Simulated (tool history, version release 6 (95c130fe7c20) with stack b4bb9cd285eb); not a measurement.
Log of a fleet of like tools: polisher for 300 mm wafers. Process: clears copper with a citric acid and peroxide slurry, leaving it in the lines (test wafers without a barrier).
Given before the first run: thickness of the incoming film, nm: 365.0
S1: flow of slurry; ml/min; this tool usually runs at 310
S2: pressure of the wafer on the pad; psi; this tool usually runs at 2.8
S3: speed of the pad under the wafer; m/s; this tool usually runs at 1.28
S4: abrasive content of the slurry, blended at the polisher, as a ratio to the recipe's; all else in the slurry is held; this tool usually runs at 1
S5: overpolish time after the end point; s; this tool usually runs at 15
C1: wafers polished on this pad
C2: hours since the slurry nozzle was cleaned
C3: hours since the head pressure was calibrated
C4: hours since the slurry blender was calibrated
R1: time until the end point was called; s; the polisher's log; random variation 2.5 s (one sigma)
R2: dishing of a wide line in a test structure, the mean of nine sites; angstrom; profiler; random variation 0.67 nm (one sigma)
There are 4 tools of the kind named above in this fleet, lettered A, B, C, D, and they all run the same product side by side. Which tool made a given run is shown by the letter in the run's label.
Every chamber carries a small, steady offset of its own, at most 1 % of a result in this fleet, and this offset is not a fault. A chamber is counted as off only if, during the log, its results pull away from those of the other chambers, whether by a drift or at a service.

run	hour	S1	S2	S3	S4	S5	C1	C2	C3	C4	R1	R2
1B	8.9	310	2.8	1.28	1	15	416	739.6	415.8	249.4	139.03	279.10
2A	18.9	310	2.8	1.28	1	15	552	129.7	346.1	30.3	133.32	283.74
3C	24.3	310	2.8	1.28	1	15	270	60.3	545.6	146.5	135.58	278.53
4D	31.1	310	2.8	1.28	1	15	1308	621.9	224.8	46.8	140.47	280.99
5C	40.7	310	2.8	1.28	1	15	379	76.7	562.0	162.9	137.16	285.14
6A	46.0	310	2.8	1.28	1	15	733	156.8	373.2	57.4	140.64	285.52
# hour 52.1: chamber B: slurry blender recalibrated
# hour 52.3: chamber A: worn pad replaced by a new one
7B	54.6	310	2.8	1.28	1	15	722	785.3	461.5	2.5	137.56	279.31
# hour 61.6: chamber C: slurry blender recalibrated
8D	63.3	310	2.8	1.28	1	15	1523	654.1	257.0	79.0	130.99	270.21
# hour 66.4: chamber B: slurry nozzle cleaned
9B	70.4	310	2.8	1.28	1	15	828	4.0	477.3	18.3	137.50	278.37
10A	80.9	310	2.8	1.28	1	15	191	191.7	408.1	92.3	135.15	271.76
# hour 86.5: chamber D: worn pad replaced by a new one
11D	92.1	310	2.8	1.28	1	15	37	682.9	285.8	107.8	137.64	280.33
12C	103.2	310	2.8	1.28	1	15	798	139.2	624.5	41.6	134.00	275.30
13C	111.8	310	2.8	1.28	1	15	855	147.8	633.1	50.2	139.41	284.09
14D	120.2	310	2.8	1.28	1	15	225	711.0	313.9	135.9	136.88	280.70
# hour 120.4: chamber C: head pressure recalibrated
# hour 124.7: chamber B: worn pad replaced by a new one
# hour 128.7: chamber C: worn pad replaced by a new one
15A	131.5	310	2.8	1.28	1	15	530	242.3	458.7	142.9	136.35	273.45
# hour 137.8: chamber A: head pressure recalibrated
16B	138.0	310	2.8	1.28	1	15	89	71.6	544.9	85.9	136.91	277.69
17D	143.0	310	2.8	1.28	1	15	378	733.8	336.7	158.7	134.72	275.85
18B	148.8	310	2.8	1.28	1	15	161	82.4	555.7	96.7	131.98	278.80
19A	154.1	220	2.8	1.28	1	9	681	264.9	16.3	165.5	144.23	173.16
# hour 155.2: chamber A: worn pad replaced by a new one
20C	163.7	220	2.8	1.28	1	9	234	199.7	43.3	102.1	139.19	170.65
21B	175.0	220	2.8	1.28	1	9	336	108.6	581.9	122.9	142.99	173.49
22A	185.7	220	2.8	1.28	1	9	204	296.5	47.9	197.1	138.52	179.94
23C	195.0	310	2.8	1.28	1	15	444	231.0	74.6	133.4	132.47	279.25
24D	201.1	310	2.8	1.28	1	15	767	791.9	394.8	216.8	135.59	282.08
# hour 207.4: chamber A: slurry nozzle cleaned
25A	207.4	310	2.8	1.28	1	15	349	0.1	69.6	218.8	138.39	274.95
# hour 213.9: chamber D: slurry blender recalibrated
26D	215.5	310	2.8	1.28	1	15	863	806.3	409.2	1.6	136.50	285.15
# hour 226.0: chamber C: slurry blender recalibrated
27B	226.4	310	2.8	1.28	1	15	680	160.0	633.3	174.3	137.08	276.48
# hour 234.8: chamber D: slurry nozzle cleaned
28C	235.6	310	2.8	1.28	1	15	715	271.6	115.2	9.6	138.18	273.37
29A	240.9	310	2.8	1.50	1	15	573	33.6	103.1	252.3	116.05	297.35
30D	246.2	310	2.8	1.50	1	15	1069	11.5	439.9	32.3	114.27	309.49

Read the log: is a single chamber off, either drifting away or since a service, is the gauge that measures every chamber drifting, or is nothing wrong beyond small per-chamber offsets? Name any odd chamber and what most likely caused it.

Beyond each chamber's small constant offset nothing stands out, and the gauge stays steady.

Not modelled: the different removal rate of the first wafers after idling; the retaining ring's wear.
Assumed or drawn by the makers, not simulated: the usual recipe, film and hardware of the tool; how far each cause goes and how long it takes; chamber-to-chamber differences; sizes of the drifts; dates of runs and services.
